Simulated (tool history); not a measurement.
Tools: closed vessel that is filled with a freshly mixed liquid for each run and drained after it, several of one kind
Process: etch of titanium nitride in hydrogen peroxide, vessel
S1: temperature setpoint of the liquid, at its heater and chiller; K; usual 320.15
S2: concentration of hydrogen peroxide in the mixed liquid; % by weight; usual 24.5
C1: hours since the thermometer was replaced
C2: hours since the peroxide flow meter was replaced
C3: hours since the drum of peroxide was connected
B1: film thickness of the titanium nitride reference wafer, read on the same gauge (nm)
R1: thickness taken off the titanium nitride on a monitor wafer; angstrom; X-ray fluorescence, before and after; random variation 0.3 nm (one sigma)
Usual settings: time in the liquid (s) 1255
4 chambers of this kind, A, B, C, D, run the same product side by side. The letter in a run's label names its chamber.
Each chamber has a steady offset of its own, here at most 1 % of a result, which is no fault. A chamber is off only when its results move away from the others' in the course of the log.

{"run": "1B", "hour": 10.2, "S1": 320.15, "S2": 24.5, "time in the liquid (s)": 1255, "C1": 67.7, "C2": 1119.9, "C3": 464.5, "B1": 69.97, "R1": 467.99}
{"hour": 19.7, "done": "chamber D: thermometer replaced"}
{"run": "2A", "hour": 19.7, "S1": 320.15, "S2": 24.5, "time in the liquid (s)": 1255, "C1": 609, "C2": 442.7, "C3": 304.4, "B1": 69.955, "R1": 463.92}
{"run": "3C", "hour": 31.3, "S1": 320.15, "S2": 24.5, "time in the liquid (s)": 1255, "C1": 1471.1, "C2": 70.7, "C3": 184.8, "B1": 69.998, "R1": 470.37}
{"run": "4D", "hour": 42.6, "S1": 320.15, "S2": 24.5, "time in the liquid (s)": 1255, "C1": 22.9, "C2": 839.1, "C3": 114.6, "B1": 70.036, "R1": 468.16}
{"hour": 46.3, "done": "chamber A: new drum of peroxide connected"}
{"run": "5A", "hour": 54.1, "S1": 320.15, "S2": 29, "time in the liquid (s)": 1255, "C1": 643.4, "C2": 477.1, "C3": 7.8, "B1": 69.981, "R1": 480.15}
{"run": "6C", "hour": 65.9, "S1": 320.15, "S2": 29, "time in the liquid (s)": 1255, "C1": 1505.7, "C2": 105.3, "C3": 219.4, "B1": 69.952, "R1": 489.45}
{"run": "7B", "hour": 71.4, "S1": 320.15, "S2": 29, "time in the liquid (s)": 1255, "C1": 128.9, "C2": 1181.1, "C3": 525.7, "B1": 69.985, "R1": 487.64}
{"run": "8D", "hour": 78.4, "S1": 320.15, "S2": 29, "time in the liquid (s)": 1255, "C1": 58.7, "C2": 874.9, "C3": 150.4, "B1": 69.957, "R1": 488.77}
{"run": "9B", "hour": 87.2, "S1": 320.15, "S2": 24.5, "time in the liquid (s)": 1255, "C1": 144.7, "C2": 1196.9, "C3": 541.5, "B1": 70.018, "R1": 468.86}
{"run": "10D", "hour": 92.7, "S1": 320.15, "S2": 24.5, "time in the liquid (s)": 1255, "C1": 73, "C2": 889.2, "C3": 164.7, "B1": 69.974, "R1": 473.75}
{"run": "11C", "hour": 100.3, "S1": 320.15, "S2": 24.5, "time in the liquid (s)": 1255, "C1": 1540.1, "C2": 139.7, "C3": 253.8, "B1": 70.002, "R1": 466.53}
{"run": "12A", "hour": 111.8, "S1": 320.15, "S2": 28.5, "time in the liquid (s)": 785, "C1": 701.1, "C2": 534.8, "C3": 65.5, "B1": 70.004, "R1": 302.8}
{"run": "13B", "hour": 122.7, "S1": 320.15, "S2": 28.5, "time in the liquid (s)": 785, "C1": 180.2, "C2": 1232.4, "C3": 577, "B1": 70.012, "R1": 303.57}
{"run": "14D", "hour": 128.8, "S1": 320.15, "S2": 28.5, "time in the liquid (s)": 785, "C1": 109.1, "C2": 925.3, "C3": 200.8, "B1": 69.981, "R1": 304.28}
{"run": "15A", "hour": 135.5, "S1": 320.15, "S2": 28.5, "time in the liquid (s)": 785, "C1": 724.8, "C2": 558.5, "C3": 89.2, "B1": 70.013, "R1": 304.86}
{"run": "16C", "hour": 146.9, "S1": 320.15, "S2": 24.5, "time in the liquid (s)": 1255, "C1": 1586.7, "C2": 186.3, "C3": 300.4, "B1": 70.004, "R1": 465.17}
{"run": "17C", "hour": 158.5, "S1": 320.15, "S2": 24.5, "time in the liquid (s)": 1255, "C1": 1598.3, "C2": 197.9, "C3": 312, "B1": 70.051, "R1": 467.19}
{"run": "18D", "hour": 169.3, "S1": 320.15, "S2": 24.5, "time in the liquid (s)": 1255, "C1": 149.6, "C2": 965.8, "C3": 241.3, "B1": 70.001, "R1": 471.17}
{"run": "19A", "hour": 178.8, "S1": 320.15, "S2": 20, "time in the liquid (s)": 655, "C1": 768.1, "C2": 601.8, "C3": 132.5, "B1": 69.988, "R1": 239.29}
{"run": "20B", "hour": 186.1, "S1": 320.15, "S2": 20, "time in the liquid (s)": 655, "C1": 243.6, "C2": 1295.8, "C3": 640.4, "B1": 70.023, "R1": 233.58}
{"run": "21D", "hour": 192.7, "S1": 320.15, "S2": 20, "time in the liquid (s)": 655, "C1": 173, "C2": 989.2, "C3": 264.7, "B1": 70.001, "R1": 236.91}
{"run": "22C", "hour": 203.5, "S1": 320.15, "S2": 20, "time in the liquid (s)": 655, "C1": 1643.3, "C2": 242.9, "C3": 357, "B1": 69.974, "R1": 232.71}
{"run": "23B", "hour": 213.7, "S1": 320.15, "S2": 24.5, "time in the liquid (s)": 870, "C1": 271.2, "C2": 1323.4, "C3": 668, "B1": 69.975, "R1": 327.39}
{"run": "24A", "hour": 219.9, "S1": 320.15, "S2": 24.5, "time in the liquid (s)": 870, "C1": 809.2, "C2": 642.9, "C3": 173.6, "B1": 69.996, "R1": 336.75}
{"hour": 222.1, "done": "chamber D: new drum of peroxide connected"}
{"run": "25A", "hour": 231.6, "S1": 320.15, "S2": 24.5, "time in the liquid (s)": 870, "C1": 820.9, "C2": 654.6, "C3": 185.3, "B1": 70, "R1": 343.35}
{"run": "26D", "hour": 240.7, "S1": 320.15, "S2": 24.5, "time in the liquid (s)": 870, "C1": 221, "C2": 1037.2, "C3": 18.6, "B1": 69.997, "R1": 327.61}
{"run": "27B", "hour": 247.6, "S1": 320.15, "S2": 24.5, "time in the liquid (s)": 1255, "C1": 305.1, "C2": 1357.3, "C3": 701.9, "B1": 69.982, "R1": 468.99}
{"run": "28C", "hour": 258.6, "S1": 320.15, "S2": 24.5, "time in the liquid (s)": 1255, "C1": 1698.4, "C2": 298, "C3": 412.1, "B1": 69.983, "R1": 468.21}
{"run": "29D", "hour": 269.3, "S1": 320.15, "S2": 24.5, "time in the liquid (s)": 1255, "C1": 249.6, "C2": 1065.8, "C3": 47.2, "B1": 69.959, "R1": 473.53}
{"run": "30C", "hour": 281.6, "S1": 320.15, "S2": 24.5, "time in the liquid (s)": 1255, "C1": 1721.4, "C2": 321, "C3": 435.1, "B1": 69.958, "R1": 466.98}
{"run": "31B", "hour": 291.3, "S1": 320.15, "S2": 24.5, "time in the liquid (s)": 1255, "C1": 348.8, "C2": 1401, "C3": 745.6, "B1": 70.005, "R1": 463.07}

What goes on in this fleet: one chamber off, a drifting gauge, or nothing beyond the chambers' own small offsets? Name the chamber and the cause, if any.

Chamber A drifts away from the others.
Cause: liquid hotter than its thermometer reads (K) = 1.21.

Here are 4 candidates for chamber A's next run, each the usual settings with a change, their results left as question marks. Which one brings its results back in line with what the others give on the usual settings?
In line means no further than this from the other chambers' mean on the usual settings: R1 11 angstrom
{"run": "32A-1", "hour": 300.2, "S1": 320.15, "S2": 24.5, "time in the liquid (s)": 1060, "R1": "?"}
{"run": "32A-2", "hour": 300.2, "S1": 320.15, "S2": 24.5, "time in the liquid (s)": 1150, "R1": "?"}
{"run": "32A-3", "hour": 300.2, "S1": 320.15, "S2": 24.5, "time in the liquid (s)": 1360, "R1": "?"}
{"run": "32A-4", "hour": 300.2, "S1": 321.65, "S2": 24.5, "time in the liquid (s)": 1340, "R1": "?"}

The other chambers' mean on the usual settings: R1 468.75 angstrom
run=32A-1 R1=432.27
run=32A-2 R1=468.97
run=32A-3 R1=554.61
run=32A-4 R1=609.42
32A-2 brings the chamber back in line.
